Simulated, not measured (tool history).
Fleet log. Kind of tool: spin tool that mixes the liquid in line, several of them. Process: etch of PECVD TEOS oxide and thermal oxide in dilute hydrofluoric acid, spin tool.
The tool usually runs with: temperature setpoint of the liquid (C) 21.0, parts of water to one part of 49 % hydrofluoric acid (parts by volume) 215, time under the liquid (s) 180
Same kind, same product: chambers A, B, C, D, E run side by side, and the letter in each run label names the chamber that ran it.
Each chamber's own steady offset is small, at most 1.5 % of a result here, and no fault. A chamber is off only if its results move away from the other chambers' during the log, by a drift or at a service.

run,day,temperature setpoint of the liquid (C),parts of water to one part of 49 % hydrofluoric acid (parts by volume),time under the liquid (s),hours since the thermometer was replaced,hours since the hydrofluoric acid flow meter was replaced,"read-back film thickness of the PECVD TEOS oxide reference wafer, read on the same gauge (nm)","read-back film thickness of the thermal oxide reference wafer, read on the same gauge (nm)",thickness taken off the PECVD TEOS oxide on a monitor wafer (Å),thickness taken off the thermal oxide on a monitor wafer (Å)
1B,0.192,21.0,215,180,1211.6,444.6,129.96,99.963,56.509,31.719
2D,0.396,21.0,215,180,1510.3,250.3,130.01,100.000,56.607,31.346
3E,0.517,21.0,215,180,95.5,145.1,130.01,99.956,55.196,31.919
# day 0.542: chamber C: thermometer replaced
4A,0.696,21.0,215,180,628.0,343.6,129.98,100.020,56.219,31.355
5C,0.829,21.0,215,180,7.0,1862.8,129.99,99.977,55.442,31.460
6C,0.971,21.0,215,180,10.4,1866.2,129.98,100.040,55.295,30.977
7B,1.167,23.0,215,180,1235.0,468.0,130.01,99.956,61.464,34.335
8A,1.375,23.0,215,180,644.3,359.9,130.01,99.977,60.317,33.382
9E,1.583,23.0,215,180,121.1,170.7,129.99,99.978,59.666,33.313
10D,1.704,23.0,215,180,1541.7,281.7,130.04,99.980,60.852,33.501
11D,1.904,23.0,215,180,1546.5,286.5,130.01,99.954,61.645,33.239
12C,2.117,21.0,215,180,37.9,1893.7,129.99,99.982,55.753,31.371
13E,2.246,21.0,215,180,137.0,186.6,130.00,100.010,54.882,30.990
14A,2.421,21.0,215,180,669.4,385.0,130.00,99.980,56.208,31.184
15B,2.525,21.0,215,180,1267.6,500.6,129.96,99.987,56.857,31.193
16D,2.662,21.0,215,180,1564.7,304.7,130.01,100.040,56.908,31.347
17B,2.842,21.0,215,180,1275.2,508.2,130.00,100.010,56.716,31.386
18C,3.004,21.0,215,180,59.2,1915.0,130.01,99.969,55.531,30.925
19A,3.142,21.0,215,260,686.7,402.3,130.00,99.987,80.783,44.738
20E,3.362,21.0,215,260,163.8,213.4,129.98,99.973,78.256,43.550
21B,3.492,21.0,215,260,1290.8,523.8,130.00,99.969,81.027,45.507
22C,3.650,21.0,215,260,74.7,1930.5,130.01,99.998,80.956,44.583
23E,3.804,21.0,215,260,174.4,224.0,130.04,100.060,79.399,43.139
24A,3.908,21.0,215,180,705.1,420.7,130.01,99.976,56.753,31.401
25D,4.129,21.0,215,180,1599.9,339.9,129.99,99.982,56.570,31.487
26D,4.325,21.0,215,180,1604.6,344.6,129.98,100.020,56.155,31.188
27B,4.492,21.0,215,180,1314.8,547.8,130.01,100.040,55.827,31.445
28A,4.671,21.0,215,180,723.4,439.0,129.97,99.991,55.689,31.095
29E,4.812,21.0,215,180,198.6,248.2,130.00,100.010,53.313,29.490
30C,4.929,21.0,215,180,105.4,1961.2,130.01,100.010,55.937,31.192
31C,5.100,24.0,280,180,109.5,1965.3,130.03,99.959,44.877,24.656

Next, every chamber runs the same settings. What will each give?
32A,5.258,23.5,215,180,,,,,?,?
32B,5.258,23.5,215,180,,,,,?,?
32C,5.258,23.5,215,180,,,,,?,?
32D,5.258,23.5,215,180,,,,,?,?
32E,5.258,23.5,215,180,,,,,?,?

run,thickness taken off the PECVD TEOS oxide on a monitor wafer (Å),thickness taken off the thermal oxide on a monitor wafer (Å)
32A,61.118,34.354
32B,61.744,34.979
32C,60.473,34.102
32D,61.331,34.296
32E,57.310,32.965

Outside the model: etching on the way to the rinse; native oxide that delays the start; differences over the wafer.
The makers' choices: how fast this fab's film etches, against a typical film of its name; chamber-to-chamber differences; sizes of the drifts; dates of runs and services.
